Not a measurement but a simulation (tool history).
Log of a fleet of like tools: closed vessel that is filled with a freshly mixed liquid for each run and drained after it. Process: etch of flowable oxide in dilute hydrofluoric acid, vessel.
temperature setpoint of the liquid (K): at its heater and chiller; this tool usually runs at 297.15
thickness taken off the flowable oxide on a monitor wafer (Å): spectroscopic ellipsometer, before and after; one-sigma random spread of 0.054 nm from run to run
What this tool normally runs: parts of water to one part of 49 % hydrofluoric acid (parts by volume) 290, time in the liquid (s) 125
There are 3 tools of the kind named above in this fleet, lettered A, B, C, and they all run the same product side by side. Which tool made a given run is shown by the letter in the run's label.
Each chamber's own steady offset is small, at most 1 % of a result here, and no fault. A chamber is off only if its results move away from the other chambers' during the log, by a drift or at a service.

| run | hour | temperature setpoint of the liquid (K) | parts of water to one part of 49 % hydrofluoric acid (parts by volume) | time in the liquid (s) | hours since the thermometer was replaced | hours since the hydrofluoric acid flow meter was replaced | read-back film thickness of the flowable oxide reference wafer, read on the same gauge (nm) | thickness taken off the flowable oxide on a monitor wafer (Å) |
|---|---|---|---|---|---|---|---|---|
| 1C | 4.7 | 297.15 | 290 | 125 | 985.7 | 469.4 | 150 | 97.008 |
| 2A | 11.7 | 297.15 | 290 | 125 | 364.1 | 202.3 | 150.01 | 97.833 |
| 3B | 17.8 | 297.15 | 290 | 125 | 898.9 | 51.8 | 150 | 97.493 |
| 4C | 26.1 | 297.15 | 290 | 125 | 1007.1 | 490.8 | 150.01 | 96.679 |
| 5A | 33 | 297.15 | 290 | 125 | 385.4 | 223.6 | 150 | 97.907 |
| 6B | 40 | 297.15 | 155 | 170 | 921.1 | 74 | 149.99 | 288.27 |
|  | 42.5 | chamber B: thermometer replaced |
| 7B | 48.2 | 297.15 | 155 | 170 | 5.7 | 82.2 | 150.01 | 283.34 |
| 8C | 53.6 | 297.15 | 155 | 170 | 1034.6 | 518.3 | 150 | 284.18 |
| 9A | 61.1 | 297.15 | 290 | 125 | 413.5 | 251.7 | 150 | 98.263 |
| 10C | 66.8 | 297.15 | 290 | 125 | 1047.8 | 531.5 | 150.01 | 97.103 |
| 11B | 70.8 | 297.15 | 290 | 125 | 28.3 | 104.8 | 150.01 | 98.771 |
| 12A | 76 | 297.15 | 290 | 125 | 428.4 | 266.6 | 150 | 97.683 |
| 13A | 83.2 | 297.15 | 290 | 125 | 435.6 | 273.8 | 149.99 | 96.132 |
| 14C | 89.2 | 297.15 | 290 | 125 | 1070.2 | 553.9 | 149.99 | 97.165 |
| 15B | 94.1 | 297.15 | 290 | 125 | 51.6 | 128.1 | 149.97 | 97.534 |
| 16A | 99.7 | 297.15 | 290 | 125 | 452.1 | 290.3 | 150.01 | 98.053 |
| 17B | 107.5 | 297.15 | 290 | 125 | 65 | 141.5 | 150 | 97.976 |
| 18C | 111.3 | 297.15 | 290 | 125 | 1092.3 | 576 | 149.99 | 96.107 |
| 19A | 119.5 | 297.15 | 290 | 125 | 471.9 | 310.1 | 150 | 96.351 |
| 20B | 125.1 | 297.15 | 290 | 125 | 82.6 | 159.1 | 149.98 | 97.642 |
| 21C | 129.6 | 297.15 | 290 | 125 | 1110.6 | 594.3 | 150.01 | 95.914 |
| 22C | 136.8 | 297.15 | 290 | 125 | 1117.8 | 601.5 | 149.98 | 95.729 |
| 23B | 143.1 | 297.15 | 290 | 125 | 100.6 | 177.1 | 150 | 96.922 |
| 24A | 150 | 297.15 | 290 | 125 | 502.4 | 340.6 | 149.99 | 97.369 |
| 25A | 154.9 | 297.15 | 290 | 125 | 507.3 | 345.5 | 150.01 | 97.579 |
| 26B | 160.5 | 297.15 | 400 | 125 | 118 | 194.5 | 149.98 | 64.1 |
|  | 166.5 | chamber C: thermometer replaced |
| 27C | 167.4 | 297.15 | 400 | 125 | 1 | 632.1 | 150 | 62.147 |
| 28C | 173.1 | 297.15 | 400 | 125 | 6.7 | 637.8 | 149.99 | 62.074 |
| 29A | 176.9 | 294.15 | 290 | 125 | 529.3 | 367.5 | 150.01 | 87.59 |
| 30B | 183.7 | 294.15 | 290 | 125 | 141.2 | 217.7 | 150 | 87.672 |
| 31C | 188.2 | 294.15 | 290 | 125 | 21.8 | 652.9 | 150.01 | 84.756 |
| 32A | 196.8 | 297.15 | 290 | 125 | 549.2 | 387.4 | 149.99 | 97.867 |
| 33B | 204.1 | 297.15 | 290 | 125 | 161.6 | 238.1 | 150 | 96.556 |
| 34B | 211.5 | 297.15 | 290 | 125 | 169 | 245.5 | 150.01 | 97.885 |
| 35C | 215.6 | 297.15 | 290 | 125 | 49.2 | 680.3 | 149.98 | 94.037 |
| 36A | 220.8 | 297.15 | 290 | 125 | 573.2 | 411.4 | 149.98 | 97.607 |
| 37C | 224.8 | 297.15 | 290 | 125 | 58.4 | 689.5 | 149.99 | 93.135 |
| 38B | 232.5 | 297.15 | 290 | 125 | 190 | 266.5 | 149.99 | 97.715 |
| 39A | 236.8 | 297.15 | 290 | 125 | 589.2 | 427.4 | 149.98 | 97.268 |
| 40C | 241.3 | 297.15 | 290 | 125 | 74.9 | 706 | 150.01 | 93.838 |
| 41A | 247.5 | 297.15 | 290 | 125 | 599.9 | 438.1 | 149.99 | 97.45 |
| 42B | 252.3 | 297.15 | 290 | 125 | 209.8 | 286.3 | 150.02 | 98.272 |
| 43A | 259 | 297.15 | 290 | 125 | 611.4 | 449.6 | 150 | 97.34 |

Read the log: is a single chamber off, either drifting away or since a service, is the gauge that measures every chamber drifting, or is nothing wrong beyond small per-chamber offsets? Name any odd chamber and what most likely caused it.

Little by little, chamber C moves away from the other chambers.
What lies behind it: hydrofluoric acid flow below the setpoint (%) = 2.34.

Below are 4 candidate recipes for chamber C's next run, each the usual settings with a change, their results shown as question marks. Which of them brings C's results back in line with what the other chambers give on the usual settings?
Counts as in line when no further than this from what the other chambers average on the usual settings: thickness taken off the flowable oxide on a monitor wafer (Å) 1.9
| 44C-1 | 265.4 | 297.15 | 280 | 125 |  |  |  | ? |
| 44C-2 | 265.4 | 297.15 | 290 | 115 |  |  |  | ? |
| 44C-3 | 265.4 | 297.15 | 275 | 125 |  |  |  | ? |
| 44C-4 | 265.4 | 296.15 | 290 | 125 |  |  |  | ? |

What the other chambers average on the usual settings: thickness taken off the flowable oxide on a monitor wafer (Å) 97.438
| run | thickness taken off the flowable oxide on a monitor wafer (Å) |
|---|---|
| 44C-1 | 98.06 |
| 44C-2 | 86.203 |
| 44C-3 | 100.37 |
| 44C-4 | 90.539 |
44C-1 puts the chamber back in line with the other chambers.
